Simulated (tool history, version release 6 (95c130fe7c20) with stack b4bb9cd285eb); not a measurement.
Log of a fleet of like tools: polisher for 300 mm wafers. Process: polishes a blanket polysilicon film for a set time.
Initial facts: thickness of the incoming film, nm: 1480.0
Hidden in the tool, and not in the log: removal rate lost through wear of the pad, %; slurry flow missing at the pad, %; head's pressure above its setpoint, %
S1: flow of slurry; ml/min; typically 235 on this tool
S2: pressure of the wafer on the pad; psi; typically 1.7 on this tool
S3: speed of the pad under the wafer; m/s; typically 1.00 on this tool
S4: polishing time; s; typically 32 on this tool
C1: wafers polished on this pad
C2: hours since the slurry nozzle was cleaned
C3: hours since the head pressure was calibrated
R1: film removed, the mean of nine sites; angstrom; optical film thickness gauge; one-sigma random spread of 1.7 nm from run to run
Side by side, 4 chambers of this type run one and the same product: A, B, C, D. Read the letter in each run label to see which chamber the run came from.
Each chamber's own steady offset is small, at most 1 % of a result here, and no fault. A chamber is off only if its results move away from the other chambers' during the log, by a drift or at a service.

run   hour   S1   S2    S3  S4    C1     C2     C3       R1
       9.7  -- chamber A: worn pad replaced by a new one
 1A   10.8  235  1.7  1.00  32    14  234.4  345.0  1433.80
      16.4  -- chamber C: worn pad replaced by a new one
 2D   21.8  235  1.7  1.00  32  1224  141.2  249.9  1434.40
      27.9  -- chamber D: worn pad replaced by a new one
 3C   33.4  235  1.7  1.00  32   208  536.4   64.6  1446.60
 4B   46.7  235  1.7  1.00  32   984  231.2  125.7  1444.20
 5C   58.9  235  1.7  1.00  42   520  561.9   90.1  1913.10
 6A   71.9  235  1.7  1.00  42   761  295.5  406.1  1877.80
 7B   82.5  235  1.7  1.00  42  1422  267.0  161.5  1879.20
      85.3  -- chamber A: worn pad replaced by a new one
 8D   93.6  235  1.7  1.00  42   804  213.0  321.7  1910.40
      97.8  -- chamber A: slurry nozzle cleaned
 9C  107.1  235  1.7  1.00  32  1110  610.1  138.3  1428.20
     107.3  -- chamber C: worn pad replaced by a new one
     109.7  -- chamber C: slurry nozzle cleaned
10B  119.9  235  1.7  0.70  32  1880  304.4  198.9   980.95
     124.1  -- chamber D: worn pad replaced by a new one
11D  133.3  235  1.7  0.70  32   113  252.7  361.4  1018.50
12A  145.5  235  1.7  0.70  32   736   47.8  479.7  1019.80
13D  158.7  235  1.7  0.70  32   424  278.1  386.8  1028.10
     161.3  -- chamber A: worn pad replaced by a new one
14C  166.4  235  1.5  1.00  22   723   56.8  197.6   869.47
15B  174.8  235  1.5  1.00  22  2551  359.3  253.8   849.33
16A  184.2  235  1.5  1.00  22   280   86.5  518.4   868.87
17A  197.4  235  1.5  1.00  22   441   99.7  531.6   886.13
18C  205.4  235  1.7  1.00  32  1200   95.8  236.6  1481.80
     217.9  -- chamber C: worn pad replaced by a new one
19D  217.9  190  2.1  1.00  32  1148  337.3  446.0  1715.50
20B  224.9  190  2.1  1.00  32  3164  409.4  303.9  1668.30
     234.0  -- chamber D: worn pad replaced by a new one
21B  235.4  190  2.1  1.00  32  3293  419.9  314.4  1666.10
22C  244.0  190  2.1  1.00  32   319  134.4  275.2  1712.00
     245.5  -- chamber A: worn pad replaced by a new one
23A  255.3  235  2.1  1.12  32   121  157.6  589.5  1938.30
24D  263.7  235  2.1  1.12  32   364  383.1  491.8  2016.30
25B  272.2  235  2.1  1.12  32  3743  456.7  351.2  1888.20
26A  279.0  235  2.1  1.12  32   411  181.3  613.2  2036.20
27D  288.3  235  1.7  1.00  32   665  407.7  516.4  1454.90

The same settings go to every chamber for the next run, one line per chamber below. Forecast the results for each:
28A  299.6  235  1.7  1.00  32               ?
28B  299.6  235  1.7  1.00  32               ?
28C  299.6  235  1.7  1.00  32               ?
28D  299.6  235  1.7  1.00  32               ?

run       R1
28A  1431.20
28B  1340.90
28C  1462.30
28D  1459.60
